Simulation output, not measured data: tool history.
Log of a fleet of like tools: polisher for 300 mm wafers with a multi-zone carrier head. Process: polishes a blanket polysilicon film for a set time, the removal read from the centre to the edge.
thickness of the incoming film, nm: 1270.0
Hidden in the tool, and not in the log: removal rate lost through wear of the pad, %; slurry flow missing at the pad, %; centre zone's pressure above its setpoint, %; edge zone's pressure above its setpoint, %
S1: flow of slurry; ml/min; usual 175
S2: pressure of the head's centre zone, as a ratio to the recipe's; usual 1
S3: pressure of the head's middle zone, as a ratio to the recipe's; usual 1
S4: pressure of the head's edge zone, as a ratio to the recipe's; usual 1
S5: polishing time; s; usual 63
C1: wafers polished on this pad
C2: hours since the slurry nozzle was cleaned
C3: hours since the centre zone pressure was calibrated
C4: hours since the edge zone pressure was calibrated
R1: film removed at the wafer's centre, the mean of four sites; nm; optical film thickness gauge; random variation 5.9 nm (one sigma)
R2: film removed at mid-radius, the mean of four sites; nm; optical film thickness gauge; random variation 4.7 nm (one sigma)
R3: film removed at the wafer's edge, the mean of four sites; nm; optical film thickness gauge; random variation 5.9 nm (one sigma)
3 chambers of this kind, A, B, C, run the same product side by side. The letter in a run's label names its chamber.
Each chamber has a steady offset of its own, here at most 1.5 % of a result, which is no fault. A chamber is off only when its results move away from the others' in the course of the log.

run,day,S1,S2,S3,S4,S5,C1,C2,C3,C4,R1,R2,R3
# day 0.104: chamber C: worn pad replaced by a new one
# day 0.508: chamber A: worn pad replaced by a new one
1A,0.521,175,1,1,1,63,4,591.5,458.7,79.6,420.98,418.42,417.11
# day 0.629: chamber B: edge zone pressure recalibrated
2B,0.812,175,1,1,1,63,710,479.6,336.2,4.4,419.78,409.6,420.82
# day 0.85: chamber B: worn pad replaced by a new one
# day 1.071: chamber C: centre zone pressure recalibrated
3C,1.183,175,1,1,1,63,339,145,2.7,402.3,422.46,419.46,410.62
4C,1.562,175,1,1,1,63,459,154.1,11.8,411.4,421.49,419.37,418.22
5B,1.862,175,0.9,1,1,83,319,504.8,361.4,29.6,480.03,539.66,558.74
6A,2.208,175,0.9,1,1,83,534,632,499.2,120.1,508.2,553.41,561.64
# day 2.262: chamber A: slurry nozzle cleaned
7A,2.612,175,0.9,1,1,83,661,8.4,508.9,129.8,501.55,556.04,563.9
# day 2.708: chamber C: worn pad replaced by a new one
8C,3.075,175,1,1,1,63,115,190.4,48.1,447.7,420.05,425.25,422.68
# day 3.467: chamber B: worn pad replaced by a new one
9B,3.612,175,1,1,1,63,46,546.8,403.4,71.6,432.49,413.12,430.8
# day 3.971: chamber A: worn pad replaced by a new one
10C,4.138,175,1,1,1,63,448,215.9,73.6,473.2,425.6,429.26,419.09
11A,4.529,175,1,1,1,63,175,54.4,554.9,175.8,432.68,422.19,419.09
12B,4.992,175,1,1,1,63,479,579.9,436.5,104.7,424.01,419.67,432.55
13C,5.517,175,1,1,1,63,882,249,106.7,506.3,427.53,417.31,423.35
14B,5.879,175,1,1,1,63,758,601.2,457.8,126,406.18,415.4,423.96
# day 6: chamber B: worn pad replaced by a new one
# day 6.179: chamber C: worn pad replaced by a new one
15A,6.454,175,1,1,1,63,780,100.6,601.1,222,430.11,417.82,429.69
16A,6.946,175,1,1,1,63,934,112.4,612.9,233.8,430.49,411.63,421.49
17B,7.271,175,1,1,1,63,400,634.6,491.2,159.4,409.12,406.68,405.5
18C,7.562,175,1,1,1,63,435,298.1,155.8,555.4,431.72,415.32,420.37
# day 7.733: chamber A: worn pad replaced by a new one
19A,8.038,175,1,1,1,63,96,138.6,639.1,260,431.99,413.76,422.83
20C,8.388,175,1,1,1,63,694,317.9,175.6,575.2,429.99,417.65,419.25
21B,8.721,175,1,1,1,63,855,669.4,526,194.2,403.14,396.32,400.02
# day 8.75: chamber B: worn pad replaced by a new one
# day 8.825: chamber C: worn pad replaced by a new one
22A,9.012,175,1,1,1,63,402,162,662.5,283.4,423.26,426.89,421.99
23B,9.358,175,1,1,1,63,192,684.7,541.3,209.5,394.01,396.68,401.78
24C,9.921,175,1,1,1,77,345,354.7,212.4,612,513.33,515.4,509.36
# day 10.012: chamber A: edge zone pressure recalibrated
25A,10.358,175,1,1,1,77,825,194.3,694.8,8.3,523.58,516.68,499.12
26C,10.704,175,1,1,1,77,591,373.5,231.2,630.8,526.86,509.48,517.41
# day 11.008: chamber C: edge zone pressure recalibrated
27B,11.017,175,1,1,1,63,713,724.5,581.1,249.3,380.53,386.8,402.87
# day 11.167: chamber B: worn pad replaced by a new one
28B,11.317,175,1,1,1,63,47,731.7,588.3,256.5,389.69,386.12,404.71
29C,11.667,175,1,1,1,63,893,396.6,254.3,15.8,427.95,423.68,426.92

All 3 chambers run these settings next. Forecast each chamber's results:
30A,12.096,175,1,1,1,85,,,,,?,?,?
30B,12.096,175,1,1,1,85,,,,,?,?,?
30C,12.096,175,1,1,1,85,,,,,?,?,?

run,R1,R2,R3
30A,577.33,562.93,573.41
30B,499.59,513.07,532.06
30C,580.55,570.3,580.19
